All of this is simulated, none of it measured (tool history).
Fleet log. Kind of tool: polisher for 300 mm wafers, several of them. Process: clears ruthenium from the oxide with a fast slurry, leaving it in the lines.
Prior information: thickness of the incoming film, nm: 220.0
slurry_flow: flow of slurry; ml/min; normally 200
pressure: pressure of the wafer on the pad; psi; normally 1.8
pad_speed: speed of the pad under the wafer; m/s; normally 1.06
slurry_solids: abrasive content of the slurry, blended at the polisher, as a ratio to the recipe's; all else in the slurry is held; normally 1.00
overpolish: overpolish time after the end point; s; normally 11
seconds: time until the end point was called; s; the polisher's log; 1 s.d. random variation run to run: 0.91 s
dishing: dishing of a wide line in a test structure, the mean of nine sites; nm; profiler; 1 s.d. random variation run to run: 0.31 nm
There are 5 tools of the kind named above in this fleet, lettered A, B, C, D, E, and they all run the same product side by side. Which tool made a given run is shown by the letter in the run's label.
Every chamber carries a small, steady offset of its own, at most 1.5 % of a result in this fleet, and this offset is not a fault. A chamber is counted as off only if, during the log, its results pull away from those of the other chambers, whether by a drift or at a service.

run,hour,slurry_flow,pressure,pad_speed,slurry_solids,overpolish,seconds,dishing
# hour 5.2: chamber C: worn pad replaced by a new one
# hour 8.4: chamber A: head pressure recalibrated
1B,10.7,200,1.8,1.06,1.00,11,78.702,23.563
# hour 12.1: chamber B: slurry blender recalibrated
# hour 14.5: chamber D: slurry blender recalibrated
2E,19.2,200,1.8,1.06,1.00,11,77.784,23.819
3A,26.7,200,1.8,1.06,1.00,11,76.799,24.081
4C,32.9,200,1.8,1.06,1.00,11,79.867,23.641
5D,40.7,240,1.8,0.82,1.00,11,100.910,19.330
# hour 41.6: chamber D: slurry nozzle cleaned
# hour 48.1: chamber E: head pressure recalibrated
6B,50.1,240,1.8,0.82,1.00,11,98.714,19.327
# hour 53.0: chamber E: worn pad replaced by a new one
# hour 57.4: chamber B: worn pad replaced by a new one
7A,60.2,240,1.8,0.82,1.00,11,96.896,19.149
# hour 63.9: chamber A: slurry nozzle cleaned
# hour 64.7: chamber A: slurry blender recalibrated
8D,66.2,240,1.8,0.82,1.00,11,101.270,19.089
# hour 74.3: chamber A: worn pad replaced by a new one
9E,76.9,240,1.8,0.82,1.00,11,98.607,19.778
# hour 88.0: chamber D: worn pad replaced by a new one
10C,88.9,200,1.8,1.06,1.00,11,78.225,23.805
11E,97.1,200,1.8,1.06,1.00,11,78.068,24.082
# hour 100.2: chamber E: slurry nozzle cleaned
12C,103.2,200,1.8,1.06,1.00,11,79.882,24.038
# hour 110.5: chamber C: head pressure recalibrated
# hour 112.2: chamber B: slurry blender recalibrated
13A,114.9,200,1.8,1.06,1.00,11,77.024,24.282
14D,127.6,200,1.8,1.06,1.00,11,79.044,23.518
# hour 131.4: chamber D: slurry blender recalibrated
15B,134.5,200,1.8,1.06,1.00,11,77.539,23.391
# hour 136.2: chamber B: worn pad replaced by a new one
# hour 141.5: chamber A: worn pad replaced by a new one
16B,146.0,200,1.8,1.06,1.00,11,78.858,23.815
# hour 152.5: chamber C: worn pad replaced by a new one
17A,157.7,200,1.6,1.06,0.85,11,95.289,19.765
18C,170.9,200,1.6,1.06,0.85,11,96.520,20.324
# hour 174.3: chamber E: worn pad replaced by a new one
19D,178.2,200,1.6,1.06,0.85,11,97.590,20.136
20E,191.4,200,1.6,1.06,0.85,11,94.365,20.402
# hour 193.7: chamber B: head pressure recalibrated
21C,198.0,200,1.6,1.06,0.85,11,95.719,20.103
# hour 203.3: chamber B: worn pad replaced by a new one
22D,205.4,200,1.8,1.06,1.00,11,78.994,23.744
# hour 208.9: chamber A: worn pad replaced by a new one
23E,212.7,200,1.8,1.06,1.00,11,77.647,23.546
24B,219.3,200,1.8,1.06,1.00,11,77.042,24.368
25A,228.8,200,1.8,1.06,1.00,11,76.519,23.833
# hour 234.4: chamber D: slurry blender recalibrated
# hour 234.6: chamber B: slurry blender recalibrated
26D,240.8,200,1.8,1.06,1.00,11,77.692,23.924
# hour 244.8: chamber A: slurry blender recalibrated
# hour 246.2: chamber C: slurry nozzle cleaned
27C,248.3,200,1.8,1.06,0.85,11,84.865,22.641
# hour 256.3: chamber D: slurry nozzle cleaned
28B,259.9,200,1.8,1.06,0.85,11,84.025,21.760
# hour 262.6: chamber D: worn pad replaced by a new one
29E,265.7,200,1.8,1.06,0.85,11,86.729,21.696
# hour 275.7: chamber B: worn pad replaced by a new one
30A,275.9,200,1.8,1.06,0.85,11,83.882,22.045
# hour 280.0: chamber A: worn pad replaced by a new one
# hour 282.2: chamber E: worn pad replaced by a new one
31D,288.3,200,1.8,1.06,0.85,11,85.419,22.093
32A,297.6,200,1.8,1.06,1.00,11,77.976,23.723
# hour 301.8: chamber A: slurry nozzle cleaned
# hour 308.0: chamber B: slurry nozzle cleaned
33E,310.6,200,1.8,1.06,1.00,11,78.150,23.855
34C,317.8,200,1.8,1.06,1.00,11,79.913,23.795
35B,324.6,200,1.8,1.06,1.00,11,76.143,23.693
# hour 325.8: chamber C: worn pad replaced by a new one
36C,335.4,200,1.8,1.06,1.00,11,79.819,23.708
37A,346.0,200,1.8,1.06,1.00,11,77.872,23.750
# hour 348.5: chamber D: head pressure recalibrated
# hour 351.5: chamber B: slurry blender recalibrated
# hour 352.2: chamber D: slurry blender recalibrated
# hour 353.7: chamber B: worn pad replaced by a new one
38B,356.2,200,1.8,1.06,1.00,11,77.482,23.757
39D,367.1,200,1.8,1.06,1.00,11,79.479,23.374
40E,374.5,200,1.8,1.06,1.00,11,78.958,23.523
41D,386.8,200,1.8,1.06,1.00,13,79.845,27.514

All chambers now run identical settings, listed one chamber a line with results as question marks. What results will each chamber show?
42A,396.2,200,1.8,1.06,1.00,11,?,?
42B,396.2,200,1.8,1.06,1.00,11,?,?
42C,396.2,200,1.8,1.06,1.00,11,?,?
42D,396.2,200,1.8,1.06,1.00,11,?,?
42E,396.2,200,1.8,1.06,1.00,11,?,?

run,seconds,dishing
42A,77.777,24.019
42B,77.346,23.741
42C,79.293,23.656
42D,80.925,23.617
42E,79.064,23.814

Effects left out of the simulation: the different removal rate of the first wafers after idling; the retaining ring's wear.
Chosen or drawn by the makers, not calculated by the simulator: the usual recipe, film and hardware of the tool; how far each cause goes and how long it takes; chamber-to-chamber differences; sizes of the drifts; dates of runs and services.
